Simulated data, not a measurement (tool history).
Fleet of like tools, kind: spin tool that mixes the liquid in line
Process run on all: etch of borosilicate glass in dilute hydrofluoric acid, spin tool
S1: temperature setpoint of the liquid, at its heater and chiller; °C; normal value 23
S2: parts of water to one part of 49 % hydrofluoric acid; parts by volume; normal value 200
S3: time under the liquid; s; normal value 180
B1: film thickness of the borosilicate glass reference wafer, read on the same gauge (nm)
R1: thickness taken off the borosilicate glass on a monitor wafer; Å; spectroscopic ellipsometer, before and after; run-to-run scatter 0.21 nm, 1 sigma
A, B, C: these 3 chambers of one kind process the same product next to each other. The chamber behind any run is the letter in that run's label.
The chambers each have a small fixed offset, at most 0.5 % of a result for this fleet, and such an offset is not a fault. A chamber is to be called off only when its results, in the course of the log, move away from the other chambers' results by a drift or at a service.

run 1B day=0.554 | S1=23 S2=200 S3=180 | B1=100.020 | R1=217.60
run 2C day=0.954 | S1=23 S2=200 S3=180 | B1=100.020 | R1=223.32
run 3A day=1.383 | S1=23 S2=200 S3=180 | B1=99.999 | R1=217.62
run 4A day=1.900 | S1=23 S2=200 S3=180 | B1=100.010 | R1=221.60
run 5B day=2.404 | S1=23 S2=200 S3=180 | B1=99.994 | R1=221.17
run 6C day=2.800 | S1=23 S2=200 S3=180 | B1=100.010 | R1=220.24
run 7B day=3.112 | S1=23 S2=200 S3=180 | B1=100.010 | R1=226.18
run 8A day=3.600 | S1=23 S2=200 S3=180 | B1=99.979 | R1=223.80
run 9C day=4.154 | S1=23 S2=200 S3=125 | B1=100.010 | R1=150.39
run 10A day=4.592 | S1=23 S2=200 S3=125 | B1=100.000 | R1=154.00
run 11B day=4.929 | S1=23 S2=200 S3=125 | B1=99.982 | R1=154.46
run 12C day=5.433 | S1=23 S2=200 S3=180 | B1=100.010 | R1=216.65
run 13C day=5.833 | S1=23 S2=200 S3=180 | B1=100.000 | R1=212.46
run 14A day=6.162 | S1=23 S2=200 S3=180 | B1=99.992 | R1=222.94
run 15B day=6.588 | S1=23 S2=200 S3=180 | B1=99.973 | R1=219.21
run 16C day=7.108 | S1=23 S2=200 S3=180 | B1=99.995 | R1=218.86
run 17A day=7.650 | S1=23 S2=200 S3=180 | B1=99.992 | R1=217.65
run 18B day=8.212 | S1=23 S2=200 S3=180 | B1=100.000 | R1=218.28
run 19B day=8.662 | S1=23 S2=200 S3=180 | B1=100.010 | R1=222.50
run 20A day=9.217 | S1=23 S2=200 S3=180 | B1=100.000 | R1=220.32
run 21C day=9.662 | S1=23 S2=200 S3=180 | B1=99.992 | R1=215.02
run 22C day=10.150 | S1=23 S2=200 S3=180 | B1=100.010 | R1=214.11
run 23B day=10.525 | S1=23 S2=200 S3=180 | B1=99.994 | R1=219.56
run 24A day=11.092 | S1=23 S2=200 S3=180 | B1=99.996 | R1=221.94
run 25A day=11.504 | S1=23 S2=200 S3=180 | B1=99.999 | R1=220.82
run 26C day=12.067 | S1=27 S2=200 S3=180 | B1=100.000 | R1=248.28
run 27B day=12.425 | S1=27 S2=200 S3=180 | B1=100.000 | R1=258.95
run 28A day=12.821 | S1=27 S2=200 S3=180 | B1=99.997 | R1=255.36
run 29B day=13.112 | S1=23 S2=200 S3=180 | B1=100.010 | R1=221.40
run 30C day=13.496 | S1=23 S2=200 S3=180 | B1=100.010 | R1=211.09
run 31B day=13.862 | S1=23 S2=200 S3=180 | B1=100.000 | R1=221.82
run 32A day=14.138 | S1=23 S2=200 S3=180 | B1=99.994 | R1=221.61
run 33C day=14.492 | S1=23 S2=200 S3=280 | B1=99.994 | R1=322.99
run 34C day=14.962 | S1=23 S2=200 S3=280 | B1=100.020 | R1=324.47
run 35A day=15.529 | S1=23 S2=200 S3=280 | B1=100.000 | R1=347.25
run 36B day=15.896 | S1=23 S2=200 S3=180 | B1=100.020 | R1=225.75
run 37C day=16.275 | S1=23 S2=200 S3=180 | B1=100.010 | R1=202.04
run 38A day=16.733 | S1=23 S2=200 S3=180 | B1=99.985 | R1=220.46
run 39B day=17.092 | S1=23 S2=200 S3=180 | B1=99.999 | R1=221.84
run 40C day=17.642 | S1=23 S2=200 S3=180 | B1=100.000 | R1=204.68
run 41A day=17.908 | S1=23 S2=200 S3=180 | B1=100.010 | R1=223.93
run 42B day=18.354 | S1=23 S2=200 S3=180 | B1=100.000 | R1=220.89
run 43B day=18.742 | S1=23 S2=200 S3=180 | B1=99.999 | R1=220.51
run 44A day=19.042 | S1=23 S2=200 S3=180 | B1=100.010 | R1=220.61

Is one chamber off against the others, does the gauge drift, or is nothing wrong? If a chamber is off, say which, and what the likeliest cause is.

Little by little, chamber C moves away from the other chambers.
What lies behind it: liquid colder than its thermometer reads (K) = 2.32.
Not necessarily distinguishable in this log from: hydrofluoric acid flow below the setpoint (%).

Chamber C could run next with any of the 4 candidate recipes listed below; each alters the usual settings, and their results appear as question marks. Which one brings its results back in line with what the other chambers deliver on the usual settings?
In line here means within this much of the mean the other chambers give on the usual settings: R1 7.40 Å
run 45C-1 day=19.446 | S1=23.0 S2=210 S3=165 | R1=?
run 45C-2 day=19.446 | S1=20.5 S2=200 S3=180 | R1=?
run 45C-3 day=19.446 | S1=23.0 S2=190 S3=195 | R1=?
run 45C-4 day=19.446 | S1=23.0 S2=200 S3=195 | R1=?

Mean of the other chambers on the usual settings: R1 221.72 Å
run=45C-1 R1=175.68
run=45C-2 R1=184.69
run=45C-3 R1=234.22
run=45C-4 R1=220.23
It is 45C-4 that realigns the chamber with its peers.

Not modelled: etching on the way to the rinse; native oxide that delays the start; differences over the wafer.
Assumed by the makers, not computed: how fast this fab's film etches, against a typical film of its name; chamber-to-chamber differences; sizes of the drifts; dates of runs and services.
